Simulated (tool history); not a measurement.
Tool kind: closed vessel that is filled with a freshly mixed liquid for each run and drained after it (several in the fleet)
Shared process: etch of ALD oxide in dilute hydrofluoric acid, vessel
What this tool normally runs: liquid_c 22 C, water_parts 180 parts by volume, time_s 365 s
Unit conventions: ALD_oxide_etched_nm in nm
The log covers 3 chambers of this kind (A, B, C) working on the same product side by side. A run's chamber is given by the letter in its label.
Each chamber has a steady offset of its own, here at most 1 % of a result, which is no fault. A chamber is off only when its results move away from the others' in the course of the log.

| run | hour | liquid_c | water_parts | time_s | read-back film thickness of the ALD oxide reference wafer, read on the same gauge (nm) | ALD_oxide_etched_nm |
|---|---|---|---|---|---|---|
| 1C | 5.8 | 22 | 180 | 365 | 49.976 | 52.105 |
| 2A | 10.5 | 22 | 180 | 365 | 49.972 | 53.014 |
| 3B | 15.4 | 22 | 180 | 365 | 49.994 | 53.055 |
| 4A | 24.5 | 22 | 180 | 365 | 49.986 | 52.084 |
| 5C | 29.5 | 22 | 180 | 365 | 50.013 | 52.938 |
| 6B | 35.4 | 22 | 180 | 365 | 49.971 | 52.533 |
| 7B | 40.5 | 22 | 180 | 365 | 50.008 | 51.846 |
| 8C | 45.3 | 22 | 180 | 160 | 49.975 | 22.816 |
| 9A | 50.2 | 22 | 180 | 160 | 50.002 | 23.222 |
| 10B | 58.3 | 22 | 180 | 160 | 50.038 | 22.832 |
| 11A | 66.3 | 22 | 180 | 365 | 50.019 | 52.497 |
| 12C | 75.5 | 22 | 180 | 365 | 50.003 | 51.204 |
| 13B | 81.1 | 22 | 180 | 365 | 49.984 | 52.109 |
| 14A | 86.7 | 22 | 180 | 365 | 50.013 | 52.545 |
| 15C | 90.9 | 22 | 180 | 365 | 49.996 | 50.33 |
| 16B | 99.5 | 22 | 180 | 365 | 50.017 | 51.914 |
| 17C | 108.3 | 24.5 | 145 | 365 | 50.014 | 70.776 |
| 18A | 114.3 | 24.5 | 145 | 365 | 50.016 | 75.28 |
| 19B | 120.8 | 24.5 | 145 | 365 | 49.993 | 75.451 |
| 20A | 129.9 | 22 | 180 | 365 | 50.036 | 52.759 |
| 21C | 137.8 | 19.5 | 180 | 300 | 49.981 | 36.464 |
| 22C | 144.2 | 19.5 | 180 | 300 | 50.008 | 35.739 |
| 23B | 153 | 19.5 | 180 | 300 | 50.017 | 39.021 |
| 24A | 160.6 | 22 | 180 | 430 | 49.999 | 61.448 |
| 25A | 165.5 | 22 | 180 | 430 | 49.997 | 61.815 |
| 26B | 170.9 | 22 | 180 | 430 | 49.998 | 62.239 |

Which is it: a chamber that has drifted or been left off by a service, a gauge drift common to all chambers, or only each chamber's usual small offset? If a chamber is off, name it and its likeliest cause.

One chamber, C, drifts off from the rest bit by bit.
Likeliest cause: hydrofluoric acid flow below the setpoint (%) = 7.82.
It could be hard to tell apart here from: liquid colder than its thermometer reads (K).

Chamber C could run next with any of the 4 candidate recipes listed below; each alters the usual settings, and their results appear as question marks. Which one brings its results back in line with what the other chambers deliver on the usual settings?
In-line tolerance around the mean of the other chambers on the usual settings: ALD_oxide_etched_nm 1.3 nm
| 27C-1 | 177.6 | 22 | 180 | 330 |  | ? |
| 27C-2 | 177.6 | 22 | 180 | 350 |  | ? |
| 27C-3 | 177.6 | 22 | 175 | 370 |  | ? |
| 27C-4 | 177.6 | 22 | 165 | 365 |  | ? |

On the usual settings, the other chambers give on average: ALD_oxide_etched_nm 52.57 nm
| run | ALD_oxide_etched_nm |
|---|---|
| 27C-1 | 42.682 |
| 27C-2 | 45.269 |
| 27C-3 | 49.495 |
| 27C-4 | 52.373 |
With 27C-4, the chamber falls back in line with the rest.
